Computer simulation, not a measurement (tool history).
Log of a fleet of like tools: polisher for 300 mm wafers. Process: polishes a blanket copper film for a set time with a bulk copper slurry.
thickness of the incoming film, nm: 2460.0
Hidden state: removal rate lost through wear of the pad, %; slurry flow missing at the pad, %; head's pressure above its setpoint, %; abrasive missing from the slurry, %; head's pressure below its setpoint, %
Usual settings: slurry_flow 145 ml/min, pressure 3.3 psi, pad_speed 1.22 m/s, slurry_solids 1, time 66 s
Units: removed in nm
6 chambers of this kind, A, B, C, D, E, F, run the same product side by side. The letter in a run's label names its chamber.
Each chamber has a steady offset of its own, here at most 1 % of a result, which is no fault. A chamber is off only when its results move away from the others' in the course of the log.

run     day  slurry_flow  pressure  pad_speed  slurry_solids  time  wafers polished on this pad  hours since the slurry nozzle was cleaned  hours since the head pressure was calibrated  hours since the slurry blender was calibrated  removed
      0.088  -- chamber E: worn pad replaced by a new one
 1A    0.35          145       3.3       1.22              1    66                          243                                      378.7                                         301.9                                          254.7   949.71
      0.517  -- chamber D: worn pad replaced by a new one
 2E   0.625          145       3.3       1.22              1    66                          200                                      245.1                                         961.2                                          280.4   926.84
      0.671  -- chamber F: slurry blender recalibrated
 3C   1.042          145       3.3       1.22              1    66                          935                                      212.1                                         114.1                                          113.9   964.32
 4B   1.267          145       3.3       1.22              1    66                          572                                      362.7                                         234.2                                          406.7   965.02
 5F   1.479          145       3.3       1.22              1    66                          811                                      319.5                                         367.2                                           19.5   945.38
 6D   1.704          145       3.3       1.22              1    66                          442                                      479.6                                         606.1                                          394.1   939.45
 7B   2.125          145       3.3       1.22              1    66                          891                                      383.3                                         254.8                                          427.3   959.49
      2.292  -- chamber E: slurry nozzle cleaned
      2.338  -- chamber A: worn pad replaced by a new one
 8E   2.483          145       3.3       1.22              1    66                          891                                        4.7                                        1005.8                                            325   948.69
      2.521  -- chamber B: slurry nozzle cleaned
      2.775  -- chamber B: worn pad replaced by a new one
      2.908  -- chamber E: worn pad replaced by a new one
 9D   2.917          145       3.3       1.22              1    66                          893                                      508.7                                         635.2                                          423.2   951.95
      3.033  -- chamber F: worn pad replaced by a new one
      3.133  -- chamber D: head pressure recalibrated
      3.208  -- chamber D: worn pad replaced by a new one
10F   3.354          145       3.3       1.22              1    66                          120                                      364.5                                         412.2                                           64.5   930.23
11A   3.717          145       3.3       1.22              1    66                          513                                      459.5                                         382.7                                          335.5   959.55
12C   3.933          145       3.3       1.22              1    66                         2010                                      281.5                                         183.5                                          183.3   948.26
      4.042  -- chamber D: slurry nozzle cleaned
13F   4.288          145       3.3       1.22              1    66                          466                                      386.9                                         434.6                                           86.9   943.16
14D   4.538          145       3.3       1.22              1    66                          495                                       11.9                                          33.8                                          462.1   949.88
15E   4.812          145       3.3       0.94              1    66                          708                                       60.6                                        1061.7                                          380.9   738.94
      5.029  -- chamber F: slurry nozzle cleaned
      5.121  -- chamber B: slurry blender recalibrated
16C   5.279          145       3.3       0.94              1    66                         2510                                      313.8                                         215.8                                          215.6   739.01
      5.404  -- chamber A: worn pad replaced by a new one
      5.404  -- chamber D: slurry blender recalibrated
      5.567  -- chamber B: worn pad replaced by a new one
17A   5.629          145       3.3       0.94              1    66                           84                                      505.4                                         428.6                                          381.4   734.62
      5.729  -- chamber E: worn pad replaced by a new one
18B   5.958          145       3.3       0.94              1    66                          145                                       82.6                                         346.8                                           20.1   741.37
      6.017  -- chamber A: slurry blender recalibrated
      6.225  -- chamber D: worn pad replaced by a new one
19C   6.338          145       3.3       0.94              1    66                         2904                                      339.2                                         241.2                                            241   744.38
20E   6.588          145       3.3       0.94              1    66                          320                                      103.2                                        1104.3                                          423.5   728.53
       6.75  -- chamber C: slurry blender recalibrated
21B   6.988          145       3.3       1.22              1    66                          528                                      107.3                                         371.5                                           44.8   954.97
      7.108  -- chamber F: worn pad replaced by a new one
22A   7.358          145       3.3       1.22              1    66                          727                                      546.9                                         470.1                                           32.2   954.83
23D   7.671          145       3.3       1.22              1    66                          537                                       87.1                                           109                                           54.4   944.06
24F   7.929          145       3.3       1.22              1    66                          305                                       69.7                                           522                                          174.3   941.77
      8.371  -- chamber E: slurry blender recalibrated
25E   8.379          145       2.8       1.22              1    44                          986                                      146.2                                        1147.3                                            0.2    533.5
        8.6  -- chamber B: worn pad replaced by a new one
      8.692  -- chamber A: worn pad replaced by a new one
26D   8.754          145       2.8       1.22              1    44                          940                                      113.1                                           135                                           80.4   545.08
      8.975  -- chamber D: worn pad replaced by a new one
      9.058  -- chamber E: worn pad replaced by a new one
27A   9.121          145       2.8       1.22              1    44                          159                                      589.2                                         512.4                                           74.5   535.77
28B   9.592          145       2.8       1.22              1    44                          369                                      169.8                                           434                                          107.3   543.84
29F   9.804          145       2.8       1.22              1    44                         1002                                      114.7                                           567                                          219.3   538.17
30C  10.071          145       2.8       1.22              1    44                         4292                                      428.8                                         330.8                                           79.8   527.01
31C  10.354          145       3.3       1.22              1    66                         4397                                      435.6                                         337.6                                           86.6   927.04
32F  10.688          145       3.3       1.22              1    66                         1330                                      135.9                                         588.2                                          240.5   949.67
33A  11.004          145       3.3       1.22              1    66                          859                                      634.4                                         557.6                                          119.7   952.01
     11.079  -- chamber F: worn pad replaced by a new one
34B  11.258          145       3.3       1.22              1    83                          988                                      209.8                                           474                                          147.3     1188
35D  11.525          145       3.3       1.22              1    83                          948                                      179.6                                         201.5                                          146.9   1203.1
36E  11.808          145       3.3       1.22              1    83                         1022                                      228.5                                        1229.6                                           82.5   1180.1
     11.838  -- chamber D: worn pad replaced by a new one
     12.017  -- chamber A: worn pad replaced by a new one
     12.108  -- chamber B: worn pad replaced by a new one
     12.204  -- chamber E: worn pad replaced by a new one
37F  12.246          145       3.3       1.22              1    83                          435                                      173.3                                         625.6                                          277.9   1196.3
38B  12.642          145       3.3       1.22              1    83                          199                                        243                                         507.2                                          180.5   1191.9
     12.675  -- chamber E: slurry nozzle cleaned
39D    13.1          145       3.3       1.22              1    83                          470                                      217.4                                         239.3                                          184.7   1198.1
40A  13.417          145       3.3       1.22           0.75    66                          520                                      692.3                                         615.5                                          177.6   908.08
41E  13.621          145       3.3       1.22           0.75    66                          527                                       22.7                                        1273.1                                            126    897.1
42C  13.888          145       3.3       1.22           0.75    66                         5710                                      520.4                                         422.4                                          171.4   853.64
43B  14.358          145       3.3       1.22           0.75    66                          837                                      284.2                                         548.4                                          221.7   897.66
44E  14.583          145       3.3       1.22           0.75    66                          885                                       45.8                                        1296.2                                          149.1   870.97

What goes on in this fleet: one chamber off, a drifting gauge, or nothing beyond the chambers' own small offsets? Name the chamber and the cause, if any.

Chamber C drifts away from the others.
Cause: removal rate lost through wear of the pad, % = 6.02.
The log may not tell that from: slurry flow missing at the pad, %; head's pressure below its setpoint, %.

Here are 4 candidates for chamber C's next run, each the usual settings with a change, their results left as question marks. Which one brings its results back in line with what the others give on the usual settings?
In line means no further than this from the other chambers' mean on the usual settings: removed 34 nm
45C-1  14.921          145       3.3        1.3              1    66                                                                                                                                                                             ?
45C-2  14.921          145       3.1       1.18              1    63                                                                                                                                                                             ?
45C-3  14.921          145       3.2       1.22              1    64                                                                                                                                                                             ?
45C-4  14.921          145       3.5       1.22              1    70                                                                                                                                                                             ?

The other chambers' mean on the usual settings: removed 950.88 nm
  run  removed
45C-1   951.44
45C-2   774.83
45C-3   840.02
45C-4   1006.1
45C-1 brings the chamber back in line.
